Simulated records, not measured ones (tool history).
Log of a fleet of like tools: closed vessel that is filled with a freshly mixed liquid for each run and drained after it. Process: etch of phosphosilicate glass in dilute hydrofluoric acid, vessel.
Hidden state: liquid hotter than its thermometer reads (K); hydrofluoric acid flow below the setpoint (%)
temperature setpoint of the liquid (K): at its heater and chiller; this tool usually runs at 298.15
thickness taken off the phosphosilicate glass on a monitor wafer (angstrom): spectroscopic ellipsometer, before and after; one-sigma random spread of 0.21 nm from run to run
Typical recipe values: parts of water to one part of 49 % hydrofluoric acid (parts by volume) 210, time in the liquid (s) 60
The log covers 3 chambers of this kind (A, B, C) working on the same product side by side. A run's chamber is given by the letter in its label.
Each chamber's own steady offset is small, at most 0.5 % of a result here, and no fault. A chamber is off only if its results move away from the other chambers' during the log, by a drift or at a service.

run,hour,temperature setpoint of the liquid (K),parts of water to one part of 49 % hydrofluoric acid (parts by volume),time in the liquid (s),hours since the thermometer was replaced,hours since the hydrofluoric acid flow meter was replaced,"read-back film thickness of the phosphosilicate glass reference wafer, read on the same gauge (nm)",thickness taken off the phosphosilicate glass on a monitor wafer (angstrom)
1C,4.4,298.15,210,60,843.7,963.9,110,322.11
2A,7.8,298.15,210,60,1726.9,669.6,109.97,328.55
3B,12.7,298.15,210,60,560.3,1082.3,110.04,327.08
4B,17.5,298.15,210,60,565.1,1087.1,109.98,325.24
5C,22,298.15,210,60,861.3,981.5,110,325.56
6A,24.6,298.15,210,60,1743.7,686.4,110.02,323.97
7B,27.7,298.15,210,60,575.3,1097.3,110.02,329.48
8C,32,298.15,210,60,871.3,991.5,110,325.67
9A,36.1,301.65,165,60,1755.2,697.9,109.98,499.15
10A,39.1,301.65,165,60,1758.2,700.9,110.01,501.84
11C,42.1,301.65,165,60,881.4,1001.6,110,501.7
12B,46,298.15,210,60,593.6,1115.6,109.98,335.95
13A,49.6,298.15,210,60,1768.7,711.4,109.98,323.85
14B,53.9,298.15,210,60,601.5,1123.5,109.98,337.68
15C,58.5,298.15,210,60,897.8,1018,110.03,329.93
16A,62.4,298.15,210,60,1781.5,724.2,110.03,330.66
17B,66,298.15,210,60,613.6,1135.6,110.04,335.15
18C,70.1,298.15,210,60,909.4,1029.6,110,325.8
19B,73,298.15,210,60,620.6,1142.6,110.02,336.88
20A,75.8,298.15,210,60,1794.9,737.6,110.03,322.33
21C,79.2,298.15,210,60,918.5,1038.7,110.01,328.9
22B,82.4,298.15,210,60,630,1152,110,339.82
23C,84.8,298.15,210,60,924.1,1044.3,110,327.9
24A,87.4,298.15,210,60,1806.5,749.2,109.98,327.63
25A,90.6,298.15,210,60,1809.7,752.4,110.02,325.14
26B,93,298.15,210,60,640.6,1162.6,109.99,340.35
27C,96.8,298.15,210,60,936.1,1056.3,110.05,325.7
28C,99.6,298.15,210,60,938.9,1059.1,110,329.77
29A,103.4,298.15,210,60,1822.5,765.2,109.98,325.55
30B,106.4,298.15,210,60,654,1176,110.01,341.1
31C,110.2,298.15,210,60,949.5,1069.7,110.03,328.75
32A,113.5,298.15,175,60,1832.6,775.3,110.03,412.61
33B,117.9,298.15,175,60,665.5,1187.5,110.02,430.57
34C,121.8,298.15,175,60,961.1,1081.3,110,408.77
35A,126.4,298.15,210,60,1845.5,788.2,110.04,327.24
36B,129.8,293.15,210,60,677.4,1199.4,110,290.43
37A,132.4,293.15,210,60,1851.5,794.2,110,267.75
38C,137.3,293.15,210,60,976.6,1096.8,109.98,270.75

All chambers now run identical settings, listed one chamber a line with results as question marks. What results will each chamber show?
39A,140.8,298.15,210,85,,,,?
39B,140.8,298.15,210,85,,,,?
39C,140.8,298.15,210,85,,,,?

run,thickness taken off the phosphosilicate glass on a monitor wafer (angstrom)
39A,460.23
39B,495.57
39C,460.38
